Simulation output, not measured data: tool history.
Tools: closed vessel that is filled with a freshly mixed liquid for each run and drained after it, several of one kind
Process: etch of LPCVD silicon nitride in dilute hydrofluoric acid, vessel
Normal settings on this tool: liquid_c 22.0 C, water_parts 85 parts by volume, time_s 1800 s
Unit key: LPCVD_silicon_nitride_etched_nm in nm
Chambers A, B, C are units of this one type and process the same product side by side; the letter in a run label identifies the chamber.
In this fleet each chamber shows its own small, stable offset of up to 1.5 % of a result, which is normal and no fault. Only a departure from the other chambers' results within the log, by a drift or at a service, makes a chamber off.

run,hour,liquid_c,water_parts,time_s,"read-back film thickness of the LPCVD silicon nitride reference wafer, read on the same gauge (nm)",LPCVD_silicon_nitride_etched_nm
1B,11.4,22.0,85,1800,30.007,7.8834
2A,20.9,22.0,85,1800,30.010,7.8165
3C,30.7,22.0,85,1800,30.000,7.8893
4B,42.0,22.0,85,1800,30.043,7.8152
5A,52.2,22.0,85,1800,30.016,7.8217
6C,61.1,22.0,85,1800,29.985,7.9399
7B,73.9,22.0,120,835,30.008,2.5812
8A,85.7,22.0,120,835,29.978,2.6064
9C,91.5,22.0,120,835,30.001,2.6402
10B,102.5,22.0,85,1800,30.016,7.7869
11C,108.2,22.0,85,1800,30.000,7.8758
12A,118.1,22.0,85,1800,29.984,7.8249
13C,124.1,22.0,85,1800,30.014,7.9005
14B,132.7,22.0,85,1800,30.022,7.7375
15A,143.2,22.0,85,1800,30.012,7.8656
16C,149.0,22.0,85,1800,29.972,7.8831
17A,157.4,22.0,85,1800,29.977,7.8190
18B,163.9,22.0,85,1800,30.009,7.7647
19A,171.5,18.5,85,2535,29.985,8.7440
20C,179.6,18.5,85,2535,30.006,8.7670
21B,186.0,18.5,85,2535,30.004,8.5333
# hour 187.9: chamber A: hydrofluoric acid flow meter replaced
22B,196.1,25.5,85,1800,30.010,9.7662
23A,204.5,25.5,85,1800,30.007,9.8380
24C,211.7,25.5,85,1800,29.986,10.0200
25A,218.0,22.0,55,810,29.990,5.3591
26B,225.6,22.0,55,810,29.991,5.2987

Each of the 3 chambers runs these same settings next. Fill in every chamber's results:
27A,235.1,22.0,60,1800,,?
27B,235.1,22.0,60,1800,,?
27C,235.1,22.0,60,1800,,?

run,LPCVD_silicon_nitride_etched_nm
27A,11.0700
27B,10.8460
27C,11.0210
